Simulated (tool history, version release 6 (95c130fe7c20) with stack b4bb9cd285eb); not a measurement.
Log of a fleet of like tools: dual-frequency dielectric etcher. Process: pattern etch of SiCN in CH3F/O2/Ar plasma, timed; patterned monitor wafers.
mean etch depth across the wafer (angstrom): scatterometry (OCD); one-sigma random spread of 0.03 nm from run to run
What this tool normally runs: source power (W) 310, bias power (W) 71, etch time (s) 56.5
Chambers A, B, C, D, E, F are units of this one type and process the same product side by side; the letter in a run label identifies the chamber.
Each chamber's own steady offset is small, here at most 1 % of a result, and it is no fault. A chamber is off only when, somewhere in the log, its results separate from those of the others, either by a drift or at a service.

| run | day | source power (W) | bias power (W) | etch time (s) | hours since the last wet clean | hours since the last source power generator calibration | hours since the last bias power generator calibration | read-back reference wafer on the same gauge, depth_nm | mean etch depth across the wafer (angstrom) |
|---|---|---|---|---|---|---|---|---|---|
| 1E | 0.167 | 310 | 71 | 56.5 | 311.7 | 2003.6 | 1923.9 | 21.298 | 192.83 |
| 2F | 0.421 | 310 | 71 | 56.5 | 98.2 | 585.9 | 135.9 | 21.310 | 192.28 |
| 3D | 0.700 | 310 | 71 | 56.5 | 301.0 | 1485.2 | 1488.6 | 21.312 | 191.14 |
| 4B | 0.896 | 310 | 71 | 56.5 | 159.5 | 2003.0 | 2779.7 | 21.309 | 192.36 |
| 5C | 1.125 | 310 | 71 | 56.5 | 565.1 | 700.7 | 518.2 | 21.308 | 191.16 |
| 6A | 1.396 | 310 | 54 | 56.5 | 117.3 | 3326.3 | 2633.3 | 21.312 | 174.18 |
| 7F | 1.625 | 310 | 54 | 56.5 | 127.1 | 614.8 | 164.8 | 21.324 | 174.71 |
| 8C | 1.917 | 310 | 54 | 56.5 | 584.1 | 719.7 | 537.2 | 21.326 | 174.02 |
| 9B | 2.208 | 310 | 54 | 56.5 | 191.0 | 2034.5 | 2811.2 | 21.323 | 174.94 |
| 10A | 2.367 | 310 | 54 | 56.5 | 140.6 | 3349.6 | 2656.6 | 21.324 | 174.13 |
| 11D | 2.679 | 310 | 54 | 56.5 | 348.5 | 1532.7 | 1536.1 | 21.323 | 173.61 |
| 12E | 3.033 | 380 | 81 | 56.5 | 380.5 | 2072.4 | 1992.7 | 21.340 | 217.91 |
| 13C | 3.275 | 380 | 81 | 56.5 | 616.7 | 752.3 | 569.8 | 21.332 | 216.31 |
|  | 3.438 | chamber C: wet clean of the chamber |
| 14F | 3.604 | 380 | 81 | 56.5 | 174.6 | 662.3 | 212.3 | 21.338 | 218.16 |
| 15D | 3.933 | 380 | 81 | 56.5 | 378.6 | 1562.8 | 1566.2 | 21.343 | 216.62 |
| 16E | 4.150 | 380 | 81 | 56.5 | 407.3 | 2099.2 | 2019.5 | 21.353 | 218.60 |
| 17B | 4.375 | 380 | 81 | 56.5 | 243.0 | 2086.5 | 2863.2 | 21.348 | 217.88 |
| 18A | 4.592 | 310 | 71 | 56.5 | 194.0 | 3403.0 | 2710.0 | 21.352 | 191.79 |
| 19A | 4.871 | 310 | 71 | 56.5 | 200.7 | 3409.7 | 2716.7 | 21.355 | 192.04 |
| 20F | 5.050 | 230 | 71 | 56.5 | 209.3 | 697.0 | 247.0 | 21.364 | 172.12 |
| 21B | 5.288 | 230 | 71 | 56.5 | 264.9 | 2108.4 | 2885.1 | 21.363 | 172.37 |
| 22D | 5.521 | 230 | 71 | 56.5 | 416.7 | 1600.9 | 1604.3 | 21.367 | 170.70 |
| 23C | 5.700 | 230 | 71 | 56.5 | 54.4 | 810.5 | 628.0 | 21.359 | 171.95 |
| 24E | 5.958 | 230 | 71 | 56.5 | 450.7 | 2142.6 | 2062.9 | 21.362 | 173.18 |
| 25F | 6.267 | 230 | 71 | 56.5 | 238.5 | 726.2 | 276.2 | 21.376 | 172.11 |
| 26B | 6.500 | 310 | 71 | 56.5 | 294.0 | 2137.5 | 2914.2 | 21.378 | 192.37 |
| 27D | 6.842 | 270 | 80 | 56.5 | 448.4 | 1632.6 | 1636.0 | 21.381 | 190.08 |
|  | 7.062 | chamber E: bias power generator calibrated |
| 28E | 7.117 | 270 | 80 | 56.5 | 478.5 | 2170.4 | 1.4 | 21.381 | 192.05 |
| 29A | 7.333 | 270 | 80 | 56.5 | 259.8 | 3468.8 | 2775.8 | 21.377 | 191.26 |
| 30C | 7.675 | 270 | 80 | 56.5 | 101.8 | 857.9 | 675.4 | 21.398 | 189.82 |
| 31C | 8.021 | 270 | 80 | 56.5 | 110.1 | 866.2 | 683.7 | 21.393 | 190.36 |
| 32F | 8.200 | 270 | 80 | 56.5 | 284.9 | 772.6 | 322.6 | 21.388 | 191.67 |
| 33A | 8.379 | 280 | 71 | 70.5 | 284.9 | 3493.9 | 2800.9 | 21.402 | 231.24 |
| 34D | 8.667 | 280 | 71 | 70.5 | 492.2 | 1676.4 | 1679.8 | 21.405 | 230.54 |
| 35E | 8.904 | 280 | 71 | 70.5 | 521.4 | 2213.3 | 44.3 | 21.399 | 233.69 |
| 36B | 9.167 | 280 | 71 | 70.5 | 358.0 | 2201.5 | 2978.2 | 21.411 | 231.88 |
| 37D | 9.388 | 280 | 71 | 70.5 | 509.5 | 1693.7 | 1697.1 | 21.408 | 230.39 |
| 38F | 9.738 | 280 | 71 | 70.5 | 321.8 | 809.5 | 359.5 | 21.411 | 231.72 |
| 39C | 9.983 | 310 | 71 | 56.5 | 157.2 | 913.3 | 730.8 | 21.422 | 192.09 |
| 40B | 10.267 | 310 | 71 | 56.5 | 384.4 | 2227.9 | 3004.6 | 21.425 | 193.19 |
| 41A | 10.612 | 310 | 71 | 56.5 | 338.5 | 3547.5 | 2854.5 | 21.421 | 192.17 |
| 42E | 10.925 | 310 | 71 | 56.5 | 569.9 | 2261.8 | 92.8 | 21.429 | 194.45 |
| 43B | 11.246 | 310 | 71 | 56.5 | 407.9 | 2251.4 | 3028.1 | 21.425 | 193.47 |
|  | 11.325 | chamber E: wet clean of the chamber |
| 44E | 11.500 | 310 | 71 | 56.5 | 4.3 | 2275.6 | 106.6 | 21.431 | 194.45 |

For the next run the whole fleet of 6 chambers uses the same settings. Give each chamber's results:
| 45A | 11.754 | 310 | 71 | 56.5 |  |  |  |  | ? |
| 45B | 11.754 | 310 | 71 | 56.5 |  |  |  |  | ? |
| 45C | 11.754 | 310 | 71 | 56.5 |  |  |  |  | ? |
| 45D | 11.754 | 310 | 71 | 56.5 |  |  |  |  | ? |
| 45E | 11.754 | 310 | 71 | 56.5 |  |  |  |  | ? |
| 45F | 11.754 | 310 | 71 | 56.5 |  |  |  |  | ? |

| run | mean etch depth across the wafer (angstrom) |
|---|---|
| 45A | 192.78 |
| 45B | 193.30 |
| 45C | 192.18 |
| 45D | 192.16 |
| 45E | 194.11 |
| 45F | 192.75 |
